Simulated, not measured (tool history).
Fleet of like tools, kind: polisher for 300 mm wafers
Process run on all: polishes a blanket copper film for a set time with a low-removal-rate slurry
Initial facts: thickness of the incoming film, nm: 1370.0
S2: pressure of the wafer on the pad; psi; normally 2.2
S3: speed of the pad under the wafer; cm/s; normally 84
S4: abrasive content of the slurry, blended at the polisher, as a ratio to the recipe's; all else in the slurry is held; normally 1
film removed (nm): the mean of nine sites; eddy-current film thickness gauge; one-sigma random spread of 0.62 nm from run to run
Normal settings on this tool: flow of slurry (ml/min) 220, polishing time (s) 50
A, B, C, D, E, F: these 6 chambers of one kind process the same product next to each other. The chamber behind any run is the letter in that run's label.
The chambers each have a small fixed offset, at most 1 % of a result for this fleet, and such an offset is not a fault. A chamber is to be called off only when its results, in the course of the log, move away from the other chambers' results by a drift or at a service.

run 1D hour=4.1 | flow_of_slurry_(ml/min)=220 S2=2.2 S3=84 S4=1 polishing_time_(s)=50 | film_removed_(nm)=86.485
run 2F hour=7.8 | flow_of_slurry_(ml/min)=220 S2=2.2 S3=84 S4=1 polishing_time_(s)=50 | film_removed_(nm)=86.851
run 3E hour=11.4 | flow_of_slurry_(ml/min)=220 S2=2.2 S3=84 S4=1 polishing_time_(s)=50 | film_removed_(nm)=87.052
run 4C hour=17.2 | flow_of_slurry_(ml/min)=220 S2=2.2 S3=84 S4=1 polishing_time_(s)=50 | film_removed_(nm)=86.176
-- hour=21 chamber D: worn pad replaced by a new one
run 5A hour=22.6 | flow_of_slurry_(ml/min)=220 S2=2.2 S3=84 S4=1 polishing_time_(s)=50 | film_removed_(nm)=86.615
run 6B hour=28 | flow_of_slurry_(ml/min)=220 S2=2.2 S3=84 S4=1 polishing_time_(s)=50 | film_removed_(nm)=86.084
run 7B hour=31.7 | flow_of_slurry_(ml/min)=220 S2=2.2 S3=84 S4=1 polishing_time_(s)=50 | film_removed_(nm)=85.933
run 8A hour=34.7 | flow_of_slurry_(ml/min)=220 S2=2.2 S3=84 S4=1 polishing_time_(s)=50 | film_removed_(nm)=85.975
run 9F hour=37.4 | flow_of_slurry_(ml/min)=220 S2=2.2 S3=84 S4=1 polishing_time_(s)=50 | film_removed_(nm)=86.838
run 10D hour=42.9 | flow_of_slurry_(ml/min)=220 S2=2.2 S3=84 S4=1 polishing_time_(s)=50 | film_removed_(nm)=85.197
run 11C hour=45.4 | flow_of_slurry_(ml/min)=220 S2=2.7 S3=84 S4=1 polishing_time_(s)=50 | film_removed_(nm)=105.99
run 12E hour=50 | flow_of_slurry_(ml/min)=220 S2=2.7 S3=84 S4=1 polishing_time_(s)=50 | film_removed_(nm)=105.4
-- hour=51.8 chamber D: head pressure recalibrated
-- hour=55.6 chamber C: worn pad replaced by a new one
run 13B hour=55.6 | flow_of_slurry_(ml/min)=220 S2=2.7 S3=84 S4=1 polishing_time_(s)=50 | film_removed_(nm)=105.67
run 14C hour=58.5 | flow_of_slurry_(ml/min)=220 S2=2.7 S3=84 S4=1 polishing_time_(s)=50 | film_removed_(nm)=107.19
-- hour=60.4 chamber D: slurry nozzle cleaned
run 15E hour=61.1 | flow_of_slurry_(ml/min)=220 S2=2.7 S3=84 S4=1 polishing_time_(s)=50 | film_removed_(nm)=106.19
run 16F hour=66 | flow_of_slurry_(ml/min)=220 S2=2.7 S3=84 S4=1 polishing_time_(s)=50 | film_removed_(nm)=105.32
run 17D hour=71.3 | flow_of_slurry_(ml/min)=220 S2=2.2 S3=84 S4=1 polishing_time_(s)=50 | film_removed_(nm)=78.384
-- hour=72.8 chamber A: worn pad replaced by a new one
run 18A hour=75 | flow_of_slurry_(ml/min)=220 S2=2.2 S3=84 S4=1 polishing_time_(s)=50 | film_removed_(nm)=85.548
run 19F hour=80.8 | flow_of_slurry_(ml/min)=220 S2=2.2 S3=84 S4=1 polishing_time_(s)=50 | film_removed_(nm)=86.954
run 20E hour=86.5 | flow_of_slurry_(ml/min)=220 S2=2.2 S3=84 S4=1 polishing_time_(s)=50 | film_removed_(nm)=86.15
-- hour=87 chamber F: worn pad replaced by a new one
-- hour=87.7 chamber E: worn pad replaced by a new one
run 21C hour=90.4 | flow_of_slurry_(ml/min)=220 S2=2.2 S3=84 S4=1 polishing_time_(s)=50 | film_removed_(nm)=86.621
-- hour=92.3 chamber B: worn pad replaced by a new one
run 22B hour=96.3 | flow_of_slurry_(ml/min)=220 S2=2.2 S3=84 S4=1 polishing_time_(s)=50 | film_removed_(nm)=86.185
run 23A hour=101.8 | flow_of_slurry_(ml/min)=220 S2=2.2 S3=84 S4=1 polishing_time_(s)=50 | film_removed_(nm)=85.861
run 24D hour=106.4 | flow_of_slurry_(ml/min)=220 S2=2.2 S3=84 S4=1 polishing_time_(s)=50 | film_removed_(nm)=79.67
run 25D hour=111.4 | flow_of_slurry_(ml/min)=220 S2=1.8 S3=84 S4=1 polishing_time_(s)=50 | film_removed_(nm)=65.308
run 26B hour=115 | flow_of_slurry_(ml/min)=220 S2=1.8 S3=84 S4=1 polishing_time_(s)=50 | film_removed_(nm)=70.022
run 27C hour=119.6 | flow_of_slurry_(ml/min)=220 S2=1.8 S3=84 S4=1 polishing_time_(s)=50 | film_removed_(nm)=70.918
-- hour=122.5 chamber C: worn pad replaced by a new one
run 28F hour=125.2 | flow_of_slurry_(ml/min)=220 S2=1.8 S3=84 S4=1 polishing_time_(s)=50 | film_removed_(nm)=71.188
run 29E hour=128.9 | flow_of_slurry_(ml/min)=220 S2=1.8 S3=84 S4=1 polishing_time_(s)=50 | film_removed_(nm)=70.105
run 30A hour=132 | flow_of_slurry_(ml/min)=220 S2=1.8 S3=84 S4=1 polishing_time_(s)=50 | film_removed_(nm)=69.976
-- hour=133.9 chamber D: slurry blender recalibrated
run 31F hour=135.8 | flow_of_slurry_(ml/min)=220 S2=2.2 S3=84 S4=1 polishing_time_(s)=50 | film_removed_(nm)=86.315
run 32B hour=139.9 | flow_of_slurry_(ml/min)=220 S2=2.2 S3=112 S4=1.2 polishing_time_(s)=50 | film_removed_(nm)=120.41
run 33D hour=142.8 | flow_of_slurry_(ml/min)=220 S2=2.2 S3=112 S4=1.2 polishing_time_(s)=50 | film_removed_(nm)=110.14
run 34E hour=147.8 | flow_of_slurry_(ml/min)=220 S2=2.2 S3=112 S4=1.2 polishing_time_(s)=50 | film_removed_(nm)=119.03
run 35C hour=153 | flow_of_slurry_(ml/min)=220 S2=2.2 S3=112 S4=1.2 polishing_time_(s)=50 | film_removed_(nm)=120.19
run 36A hour=155.8 | flow_of_slurry_(ml/min)=220 S2=2.2 S3=112 S4=1.2 polishing_time_(s)=50 | film_removed_(nm)=118.38
run 37F hour=158.4 | flow_of_slurry_(ml/min)=220 S2=2.2 S3=112 S4=1.2 polishing_time_(s)=50 | film_removed_(nm)=119.94
run 38C hour=161.6 | flow_of_slurry_(ml/min)=220 S2=2.2 S3=68 S4=1.2 polishing_time_(s)=50 | film_removed_(nm)=72.604
run 39E hour=166.6 | flow_of_slurry_(ml/min)=220 S2=2.2 S3=68 S4=1.2 polishing_time_(s)=50 | film_removed_(nm)=72.425

The same settings go to every chamber for the next run, one line per chamber below. Forecast the results for each:
run 40A hour=170.8 | flow_of_slurry_(ml/min)=220 S2=2.2 S3=84 S4=1 polishing_time_(s)=50 | film_removed_(nm)=?
run 40B hour=170.8 | flow_of_slurry_(ml/min)=220 S2=2.2 S3=84 S4=1 polishing_time_(s)=50 | film_removed_(nm)=?
run 40C hour=170.8 | flow_of_slurry_(ml/min)=220 S2=2.2 S3=84 S4=1 polishing_time_(s)=50 | film_removed_(nm)=?
run 40D hour=170.8 | flow_of_slurry_(ml/min)=220 S2=2.2 S3=84 S4=1 polishing_time_(s)=50 | film_removed_(nm)=?
run 40E hour=170.8 | flow_of_slurry_(ml/min)=220 S2=2.2 S3=84 S4=1 polishing_time_(s)=50 | film_removed_(nm)=?
run 40F hour=170.8 | flow_of_slurry_(ml/min)=220 S2=2.2 S3=84 S4=1 polishing_time_(s)=50 | film_removed_(nm)=?

run=40A film_removed_(nm)=86.155
run=40B film_removed_(nm)=87.27
run=40C film_removed_(nm)=86.223
run=40D film_removed_(nm)=80.412
run=40E film_removed_(nm)=86.319
run=40F film_removed_(nm)=85.969
